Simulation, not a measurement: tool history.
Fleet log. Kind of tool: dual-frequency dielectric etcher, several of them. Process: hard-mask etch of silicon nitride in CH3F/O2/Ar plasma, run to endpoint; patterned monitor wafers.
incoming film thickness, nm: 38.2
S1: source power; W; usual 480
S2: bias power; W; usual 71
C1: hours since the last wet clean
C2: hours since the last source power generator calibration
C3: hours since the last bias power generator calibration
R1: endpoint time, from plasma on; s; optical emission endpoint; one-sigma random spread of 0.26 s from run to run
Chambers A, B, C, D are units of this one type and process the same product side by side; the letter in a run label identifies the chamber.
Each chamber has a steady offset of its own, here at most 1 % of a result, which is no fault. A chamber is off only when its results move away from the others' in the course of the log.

| run | hour | S1 | S2 | C1 | C2 | C3 | R1 |
|---|---|---|---|---|---|---|---|
| 1B | 13 | 480 | 71 | 483.7 | 1370 | 163.1 | 51.752 |
| 2A | 22.9 | 480 | 71 | 170.8 | 155.1 | 1690.5 | 52.586 |
| 3D | 29.5 | 480 | 71 | 370.9 | 2914.3 | 2640.1 | 51.643 |
| 4C | 35.9 | 480 | 71 | 177.9 | 638.5 | 2207.4 | 51.889 |
|  | 39.4 | chamber D: wet clean of the chamber |
| 5A | 48.8 | 480 | 71 | 196.7 | 181 | 1716.4 | 52.499 |
| 6C | 56.4 | 480 | 71 | 198.4 | 659 | 2227.9 | 51.442 |
| 7B | 69.9 | 480 | 71 | 540.6 | 1426.9 | 220 | 51.691 |
| 8D | 78.6 | 480 | 71 | 39.2 | 2963.4 | 2689.2 | 51.595 |
| 9A | 90.8 | 540 | 71 | 238.7 | 223 | 1758.4 | 49.479 |
|  | 97.9 | chamber B: source power generator calibrated |
| 10B | 100.6 | 540 | 71 | 571.3 | 2.8 | 250.7 | 49.538 |
| 11D | 111.3 | 540 | 71 | 71.9 | 2996.1 | 2721.9 | 49.228 |
| 12C | 119.8 | 540 | 71 | 261.8 | 722.4 | 2291.3 | 49.38 |
| 13A | 127.1 | 480 | 71 | 275 | 259.3 | 1794.7 | 51.68 |
|  | 134.9 | chamber B: wet clean of the chamber |
| 14C | 139.8 | 480 | 71 | 281.8 | 742.4 | 2311.3 | 51.955 |
| 15D | 146.5 | 480 | 71 | 107.1 | 3031.3 | 2757.1 | 51.813 |
| 16B | 159 | 480 | 71 | 24.1 | 61.2 | 309.1 | 51.564 |
| 17D | 171 | 480 | 71 | 131.6 | 3055.8 | 2781.6 | 51.45 |
| 18B | 180.2 | 480 | 71 | 45.3 | 82.4 | 330.3 | 51.375 |
| 19C | 193.6 | 480 | 71 | 335.6 | 796.2 | 2365.1 | 52.164 |
| 20A | 203.9 | 480 | 71 | 351.8 | 336.1 | 1871.5 | 50.697 |
| 21B | 212.8 | 480 | 71 | 77.9 | 115 | 362.9 | 51.934 |
| 22D | 223.4 | 480 | 71 | 184 | 3108.2 | 2834 | 51.441 |
| 23C | 234.2 | 480 | 71 | 376.2 | 836.8 | 2405.7 | 51.39 |
| 24A | 244.4 | 480 | 71 | 392.3 | 376.6 | 1912 | 50.559 |
| 25D | 257.7 | 420 | 87 | 218.3 | 3142.5 | 2868.3 | 50.54 |
| 26B | 270.4 | 420 | 87 | 135.5 | 172.6 | 420.5 | 50.56 |
| 27C | 282.6 | 420 | 87 | 424.6 | 885.2 | 2454.1 | 51.052 |
| 28A | 294.7 | 420 | 87 | 442.6 | 426.9 | 1962.3 | 49.376 |
| 29D | 307.7 | 480 | 71 | 268.3 | 3192.5 | 2918.3 | 51.147 |
| 30C | 317 | 440 | 64 | 459 | 919.6 | 2488.5 | 55.7 |
| 31A | 329 | 440 | 64 | 476.9 | 461.2 | 1996.6 | 53.336 |
| 32B | 338.7 | 440 | 64 | 203.8 | 240.9 | 488.8 | 55.086 |
| 33D | 348 | 440 | 64 | 308.6 | 3232.8 | 2958.6 | 54.978 |
| 34B | 355.6 | 480 | 71 | 220.7 | 257.8 | 505.7 | 51.714 |
|  | 362.8 | chamber C: wet clean of the chamber |
| 35C | 363.5 | 480 | 71 | 0.8 | 966.1 | 2535 | 51.667 |
| 36A | 371.6 | 480 | 71 | 519.5 | 503.8 | 2039.2 | 49.432 |
| 37A | 383.5 | 480 | 53 | 531.4 | 515.7 | 2051.1 | 54.824 |
| 38C | 392.1 | 480 | 53 | 29.4 | 994.7 | 2563.6 | 57.31 |
| 39B | 404.7 | 480 | 53 | 269.8 | 306.9 | 554.8 | 56.627 |
|  | 414.1 | chamber D: wet clean of the chamber |
| 40D | 415.3 | 480 | 53 | 1.3 | 3300.1 | 3025.9 | 56.433 |

The same settings go to every chamber for the next run, one line per chamber below. Forecast the results for each:
| 41A | 425.3 | 420 | 71 |  |  |  | ? |
| 41B | 425.3 | 420 | 71 |  |  |  | ? |
| 41C | 425.3 | 420 | 71 |  |  |  | ? |
| 41D | 425.3 | 420 | 71 |  |  |  | ? |

| run | R1 |
|---|---|
| 41A | 51.992 |
| 41B | 54.428 |
| 41C | 54.208 |
| 41D | 54.728 |
